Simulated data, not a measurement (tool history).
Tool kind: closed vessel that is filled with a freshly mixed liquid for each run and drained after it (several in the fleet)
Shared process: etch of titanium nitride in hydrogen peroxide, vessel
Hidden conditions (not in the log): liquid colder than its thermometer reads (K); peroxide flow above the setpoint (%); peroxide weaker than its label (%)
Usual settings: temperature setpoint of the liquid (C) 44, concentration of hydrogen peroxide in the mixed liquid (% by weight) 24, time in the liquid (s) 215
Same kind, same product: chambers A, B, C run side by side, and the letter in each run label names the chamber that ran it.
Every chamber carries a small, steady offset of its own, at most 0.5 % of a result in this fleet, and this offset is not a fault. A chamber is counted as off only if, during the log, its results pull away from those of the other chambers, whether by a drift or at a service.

run,day,temperature setpoint of the liquid (C),concentration of hydrogen peroxide in the mixed liquid (% by weight),time in the liquid (s),hours since the thermometer was replaced,hours since the peroxide flow meter was replaced,hours since the drum of peroxide was connected,"read-back film thickness of the titanium nitride reference wafer, read on the same gauge (nm)",thickness taken off the titanium nitride on a monitor wafer (angstrom)
1B,0.300,44,24,215,421.5,1264.3,330.3,50.018,95.077
2C,0.554,44,24,215,35.1,1111.2,669.8,50.022,96.099
3A,0.867,44,24,215,1516.3,862.1,764.0,49.991,96.825
4B,1.238,44,24,215,444.0,1286.8,352.8,49.994,97.796
5A,1.717,44,24,215,1536.7,882.5,784.4,50.003,94.704
6C,2.112,44,24,215,72.5,1148.6,707.2,50.006,97.645
# day 2.233: chamber B: peroxide flow meter replaced
7B,2.412,44,24,215,472.2,4.3,381.0,50.015,95.702
8C,2.875,44,24,215,90.8,1166.9,725.5,50.017,95.350
9A,3.354,44,24,215,1576.0,921.8,823.7,50.008,96.387
10A,3.633,44,24,215,1582.7,928.5,830.4,50.012,95.904
# day 3.900: chamber B: new drum of peroxide connected
11C,3.975,44,24,215,117.2,1193.3,751.9,50.018,96.247
12B,4.375,44,24,215,519.3,51.4,11.5,49.997,96.394
13A,4.875,44,24,165,1612.5,958.3,860.2,50.006,73.529
14C,5.238,44,24,165,147.5,1223.6,782.2,49.980,73.546
15B,5.742,44,24,165,552.1,84.2,44.3,49.982,72.579
16B,6.246,44,24,215,564.2,96.3,56.4,49.968,95.004
17A,6.767,44,24,215,1657.9,1003.7,905.6,50.017,95.649
18C,7.204,44,24,215,194.7,1270.8,829.4,49.982,96.100
19B,7.725,44,24,215,599.7,131.8,91.9,50.020,91.803
20C,8.112,44,24,215,216.5,1292.6,851.2,49.970,95.779
21A,8.454,44,24,215,1698.4,1044.2,946.1,50.031,93.930
22B,8.808,44,24,215,625.7,157.8,117.9,50.003,92.589
23C,9.317,44,24,215,245.4,1321.5,880.1,50.024,96.426
24A,9.717,44,24,215,1728.7,1074.5,976.4,49.993,96.216
25B,9.975,44,24,215,653.7,185.8,145.9,49.987,90.391
26A,10.475,44,24,215,1746.9,1092.7,994.6,49.980,95.523
27C,11.033,44,24,215,286.6,1362.7,921.3,50.001,95.555
28C,11.375,44,24,215,294.8,1370.9,929.5,50.030,96.972
29B,11.642,44,24,215,693.7,225.8,185.9,50.026,89.783
30A,12.196,44,24,215,1788.2,1134.0,1035.9,50.024,94.844
31C,12.471,44,24,215,321.1,1397.2,955.8,49.990,94.640
32A,12.938,48,27,215,1806.0,1151.8,1053.7,50.056,131.470
33B,13.317,48,27,215,733.9,266.0,226.1,50.007,121.200
34A,13.662,48,27,215,1823.4,1169.2,1071.1,50.033,131.380
35B,14.033,44,24,215,751.1,283.2,243.3,50.014,87.815
36C,14.438,44,24,215,368.3,1444.4,1003.0,50.009,95.717
37A,14.808,44,29,270,1850.9,1196.7,1098.6,50.014,124.220
38C,15.242,44,29,270,387.6,1463.7,1022.3,49.990,126.960
39B,15.546,44,29,270,787.4,319.5,279.6,49.982,112.650
40A,16.092,44,24,215,1881.7,1227.5,1129.4,50.004,96.301

Has any chamber moved away from the others, gradually or after a service, or does the common gauge drift, or do the chambers differ only by their own small steady offsets? State the chamber and the most likely cause if one applies.

Chamber B drifts away from the others.
Likeliest cause: liquid colder than its thermometer reads (K) = 1.43.

Here are 4 candidates for chamber B's next run, each the usual settings with a change, their results left as question marks. Which one brings its results back in line with what the others give on the usual settings?
In-line tolerance around the mean of the other chambers on the usual settings: thickness taken off the titanium nitride on a monitor wafer (angstrom) 2.800
41B-1,16.504,45.5,24,235,,,,,?
41B-2,16.504,42.5,24,215,,,,,?
41B-3,16.504,44.0,24,175,,,,,?
41B-4,16.504,44.0,24,240,,,,,?

Average result of the remaining chambers running the usual settings: thickness taken off the titanium nitride on a monitor wafer (angstrom) 95.850
run,thickness taken off the titanium nitride on a monitor wafer (angstrom)
41B-1,104.980
41B-2,76.770
41B-3,69.929
41B-4,95.903
The answer is 41B-4, which returns the chamber to within the allowed miss of the others.

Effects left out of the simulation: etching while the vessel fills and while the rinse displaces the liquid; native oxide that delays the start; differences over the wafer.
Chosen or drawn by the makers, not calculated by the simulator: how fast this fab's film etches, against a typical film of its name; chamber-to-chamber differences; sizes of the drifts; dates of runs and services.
